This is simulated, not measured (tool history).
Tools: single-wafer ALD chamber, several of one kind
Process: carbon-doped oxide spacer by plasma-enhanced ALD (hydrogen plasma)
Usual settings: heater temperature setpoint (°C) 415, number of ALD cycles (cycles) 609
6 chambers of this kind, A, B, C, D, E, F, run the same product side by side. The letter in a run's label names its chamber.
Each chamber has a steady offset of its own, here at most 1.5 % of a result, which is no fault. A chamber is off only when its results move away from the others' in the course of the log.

| run | hour | heater temperature setpoint (°C) | number of ALD cycles (cycles) | hours since the last thermocouple change | read-back reference wafer on the same gauge, thickness_nm | mean film thickness on the monitor wafer (Å) |
|---|---|---|---|---|---|---|
| 1B | 6.5 | 415 | 609 | 138.4 | 28.006 | 292.11 |
| 2A | 11.6 | 415 | 609 | 1946.4 | 27.965 | 290.70 |
| 3E | 16.2 | 415 | 609 | 1436.6 | 27.998 | 290.19 |
| 4C | 21.7 | 415 | 609 | 322.9 | 28.029 | 287.62 |
| 5D | 27.7 | 415 | 609 | 260.4 | 27.997 | 289.86 |
| 6F | 34.5 | 415 | 609 | 330.7 | 27.989 | 292.71 |
| 7D | 41.1 | 415 | 684 | 273.8 | 27.962 | 324.25 |
| 8F | 44.4 | 415 | 684 | 340.6 | 27.994 | 328.14 |
| 9C | 51.0 | 415 | 684 | 352.2 | 28.006 | 323.61 |
| 10B | 55.3 | 415 | 684 | 187.2 | 27.991 | 325.56 |
| 11E | 60.4 | 415 | 684 | 1480.8 | 27.985 | 329.49 |
| 12A | 66.6 | 415 | 684 | 2001.4 | 27.980 | 327.89 |
| 13A | 70.8 | 415 | 609 | 2005.6 | 27.981 | 292.22 |
| 14B | 77.5 | 415 | 609 | 209.4 | 28.017 | 292.13 |
| 15D | 81.2 | 407 | 656 | 313.9 | 27.982 | 319.56 |
| 16F | 85.1 | 407 | 656 | 381.3 | 28.029 | 322.58 |
| 17C | 90.8 | 407 | 656 | 392.0 | 27.980 | 317.30 |
| 18E | 96.6 | 407 | 656 | 1517.0 | 28.011 | 320.49 |
| 19E | 100.6 | 407 | 656 | 1521.0 | 28.000 | 320.25 |
| 20D | 105.0 | 407 | 656 | 337.7 | 28.010 | 319.62 |
| 21A | 109.3 | 415 | 609 | 2044.1 | 27.977 | 293.27 |
| 22F | 112.6 | 415 | 609 | 408.8 | 28.022 | 291.16 |
| 23B | 118.6 | 415 | 609 | 250.5 | 27.992 | 293.24 |
| 24C | 121.7 | 415 | 609 | 422.9 | 27.944 | 287.08 |
| 25A | 125.7 | 415 | 609 | 2060.5 | 28.018 | 292.74 |
| 26D | 131.8 | 415 | 609 | 364.5 | 28.058 | 289.31 |
| 27F | 137.9 | 415 | 609 | 434.1 | 27.992 | 290.62 |
| 28E | 141.3 | 415 | 609 | 1561.7 | 28.041 | 290.65 |
| 29B | 144.7 | 415 | 609 | 276.6 | 28.011 | 295.83 |
| 30C | 151.5 | 415 | 609 | 452.7 | 27.995 | 286.04 |
| 31F | 155.1 | 415 | 609 | 451.3 | 27.984 | 290.67 |
| 32E | 159.3 | 400 | 516 | 1579.7 | 27.990 | 259.09 |
| 33A | 165.8 | 400 | 516 | 2100.6 | 27.990 | 261.49 |
| 34D | 169.3 | 400 | 516 | 402.0 | 28.015 | 256.51 |
| 35B | 175.5 | 400 | 516 | 307.4 | 27.989 | 259.44 |
| 36C | 178.9 | 400 | 516 | 480.1 | 28.007 | 253.16 |
| 37D | 184.4 | 400 | 516 | 417.1 | 28.013 | 255.23 |
| 38C | 190.9 | 415 | 609 | 492.1 | 28.024 | 287.18 |
| 39E | 193.9 | 415 | 534 | 1614.3 | 27.989 | 254.18 |
| 40F | 198.3 | 415 | 534 | 494.5 | 27.985 | 254.68 |

What goes on in this fleet: one chamber off, a drifting gauge, or nothing beyond the chambers' own small offsets? Name the chamber and the cause, if any.

No chamber stands off beyond its own small offset, and the gauge holds steady.
